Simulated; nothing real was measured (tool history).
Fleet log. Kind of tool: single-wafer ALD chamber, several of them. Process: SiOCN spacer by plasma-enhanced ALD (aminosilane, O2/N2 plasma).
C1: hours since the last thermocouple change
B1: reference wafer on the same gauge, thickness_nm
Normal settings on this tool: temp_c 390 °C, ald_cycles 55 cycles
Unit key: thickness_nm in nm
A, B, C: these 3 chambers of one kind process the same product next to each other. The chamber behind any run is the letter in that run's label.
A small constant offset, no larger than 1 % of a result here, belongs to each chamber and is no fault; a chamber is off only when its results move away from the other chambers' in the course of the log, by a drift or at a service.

{"run": "1A", "hour": 4.4, "temp_c": 390, "ald_cycles": 55, "C1": 1161.1, "B1": 3.7166, "thickness_nm": 3.3129}
{"run": "2B", "hour": 8.7, "temp_c": 390, "ald_cycles": 55, "C1": 1790.0, "B1": 3.7201, "thickness_nm": 3.3464}
{"run": "3C", "hour": 13.4, "temp_c": 390, "ald_cycles": 55, "C1": 847.0, "B1": 3.7154, "thickness_nm": 3.3379}
{"run": "4B", "hour": 21.3, "temp_c": 390, "ald_cycles": 55, "C1": 1802.6, "B1": 3.7171, "thickness_nm": 3.3292}
{"run": "5A", "hour": 29.7, "temp_c": 390, "ald_cycles": 55, "C1": 1186.4, "B1": 3.7193, "thickness_nm": 3.3166}
{"run": "6C", "hour": 33.5, "temp_c": 390, "ald_cycles": 55, "C1": 867.1, "B1": 3.7205, "thickness_nm": 3.3257}
{"run": "7A", "hour": 38.9, "temp_c": 390, "ald_cycles": 55, "C1": 1195.6, "B1": 3.7183, "thickness_nm": 3.3018}
{"run": "8B", "hour": 45.6, "temp_c": 390, "ald_cycles": 49, "C1": 1826.9, "B1": 3.7193, "thickness_nm": 2.981}
{"run": "9C", "hour": 50.2, "temp_c": 390, "ald_cycles": 49, "C1": 883.8, "B1": 3.7213, "thickness_nm": 2.9743}
{"run": "10C", "hour": 56.4, "temp_c": 390, "ald_cycles": 49, "C1": 890.0, "B1": 3.7202, "thickness_nm": 2.959}
{"run": "11B", "hour": 64.9, "temp_c": 390, "ald_cycles": 55, "C1": 1846.2, "B1": 3.7187, "thickness_nm": 3.3447}
{"run": "12A", "hour": 71.1, "temp_c": 390, "ald_cycles": 55, "C1": 1227.8, "B1": 3.7184, "thickness_nm": 3.3124}
{"run": "13C", "hour": 77.9, "temp_c": 390, "ald_cycles": 60, "C1": 911.5, "B1": 3.7228, "thickness_nm": 3.6143}
{"run": "14A", "hour": 84.4, "temp_c": 390, "ald_cycles": 60, "C1": 1241.1, "B1": 3.7163, "thickness_nm": 3.6178}
{"run": "15B", "hour": 89.9, "temp_c": 390, "ald_cycles": 60, "C1": 1871.2, "B1": 3.7202, "thickness_nm": 3.6643}
{"run": "16C", "hour": 97.3, "temp_c": 395, "ald_cycles": 63, "C1": 930.9, "B1": 3.7175, "thickness_nm": 3.8068}
{"run": "17A", "hour": 103.0, "temp_c": 395, "ald_cycles": 63, "C1": 1259.7, "B1": 3.721, "thickness_nm": 3.7928}
{"run": "18B", "hour": 110.8, "temp_c": 395, "ald_cycles": 63, "C1": 1892.1, "B1": 3.7189, "thickness_nm": 3.8315}
{"run": "19B", "hour": 114.8, "temp_c": 382, "ald_cycles": 46, "C1": 1896.1, "B1": 3.7205, "thickness_nm": 2.7898}
{"run": "20C", "hour": 123.2, "temp_c": 382, "ald_cycles": 46, "C1": 956.8, "B1": 3.718, "thickness_nm": 2.7704}
{"run": "21A", "hour": 128.6, "temp_c": 382, "ald_cycles": 46, "C1": 1285.3, "B1": 3.7173, "thickness_nm": 2.7754}
{"run": "22A", "hour": 134.2, "temp_c": 390, "ald_cycles": 55, "C1": 1290.9, "B1": 3.7176, "thickness_nm": 3.3111}
{"run": "23B", "hour": 139.2, "temp_c": 390, "ald_cycles": 55, "C1": 1920.5, "B1": 3.7234, "thickness_nm": 3.3557}
{"run": "24C", "hour": 146.9, "temp_c": 397, "ald_cycles": 58, "C1": 980.5, "B1": 3.7212, "thickness_nm": 3.5285}
{"run": "25A", "hour": 155.3, "temp_c": 397, "ald_cycles": 58, "C1": 1312.0, "B1": 3.718, "thickness_nm": 3.4914}
{"run": "26B", "hour": 159.6, "temp_c": 397, "ald_cycles": 58, "C1": 1940.9, "B1": 3.719, "thickness_nm": 3.5192}
{"run": "27C", "hour": 165.4, "temp_c": 390, "ald_cycles": 55, "C1": 999.0, "B1": 3.7219, "thickness_nm": 3.3331}
{"run": "28C", "hour": 173.1, "temp_c": 379, "ald_cycles": 50, "C1": 1006.7, "B1": 3.7189, "thickness_nm": 3.022}
{"run": "29B", "hour": 178.6, "temp_c": 379, "ald_cycles": 50, "C1": 1959.9, "B1": 3.719, "thickness_nm": 3.0397}
{"run": "30A", "hour": 184.6, "temp_c": 379, "ald_cycles": 50, "C1": 1341.3, "B1": 3.7177, "thickness_nm": 3.0107}
{"run": "31B", "hour": 192.7, "temp_c": 390, "ald_cycles": 55, "C1": 1974.0, "B1": 3.7163, "thickness_nm": 3.3548}
{"run": "32A", "hour": 200.5, "temp_c": 390, "ald_cycles": 55, "C1": 1357.2, "B1": 3.7194, "thickness_nm": 3.3276}
{"run": "33C", "hour": 204.8, "temp_c": 401, "ald_cycles": 64, "C1": 1038.4, "B1": 3.7211, "thickness_nm": 3.8577}
{"run": "34A", "hour": 210.3, "temp_c": 401, "ald_cycles": 64, "C1": 1367.0, "B1": 3.7215, "thickness_nm": 3.8299}
{"run": "35C", "hour": 217.5, "temp_c": 401, "ald_cycles": 64, "C1": 1051.1, "B1": 3.7195, "thickness_nm": 3.836}
{"run": "36B", "hour": 222.2, "temp_c": 390, "ald_cycles": 55, "C1": 2003.5, "B1": 3.7219, "thickness_nm": 3.3393}
{"run": "37B", "hour": 230.4, "temp_c": 390, "ald_cycles": 55, "C1": 2011.7, "B1": 3.7219, "thickness_nm": 3.3535}
{"run": "38C", "hour": 237.2, "temp_c": 390, "ald_cycles": 55, "C1": 1070.8, "B1": 3.7241, "thickness_nm": 3.3095}
{"run": "39A", "hour": 243.1, "temp_c": 390, "ald_cycles": 55, "C1": 1399.8, "B1": 3.7191, "thickness_nm": 3.3295}
{"run": "40C", "hour": 251.3, "temp_c": 390, "ald_cycles": 55, "C1": 1084.9, "B1": 3.718, "thickness_nm": 3.3275}
{"run": "41B", "hour": 257.2, "temp_c": 390, "ald_cycles": 55, "C1": 2038.5, "B1": 3.7211, "thickness_nm": 3.3427}

Predict what each chamber gives when all 3 of them run the settings below next.
{"run": "42A", "hour": 263.4, "temp_c": 390, "ald_cycles": 51, "thickness_nm": "?"}
{"run": "42B", "hour": 263.4, "temp_c": 390, "ald_cycles": 51, "thickness_nm": "?"}
{"run": "42C", "hour": 263.4, "temp_c": 390, "ald_cycles": 51, "thickness_nm": "?"}

run=42A thickness_nm=3.0831
run=42B thickness_nm=3.0884
run=42C thickness_nm=3.0745

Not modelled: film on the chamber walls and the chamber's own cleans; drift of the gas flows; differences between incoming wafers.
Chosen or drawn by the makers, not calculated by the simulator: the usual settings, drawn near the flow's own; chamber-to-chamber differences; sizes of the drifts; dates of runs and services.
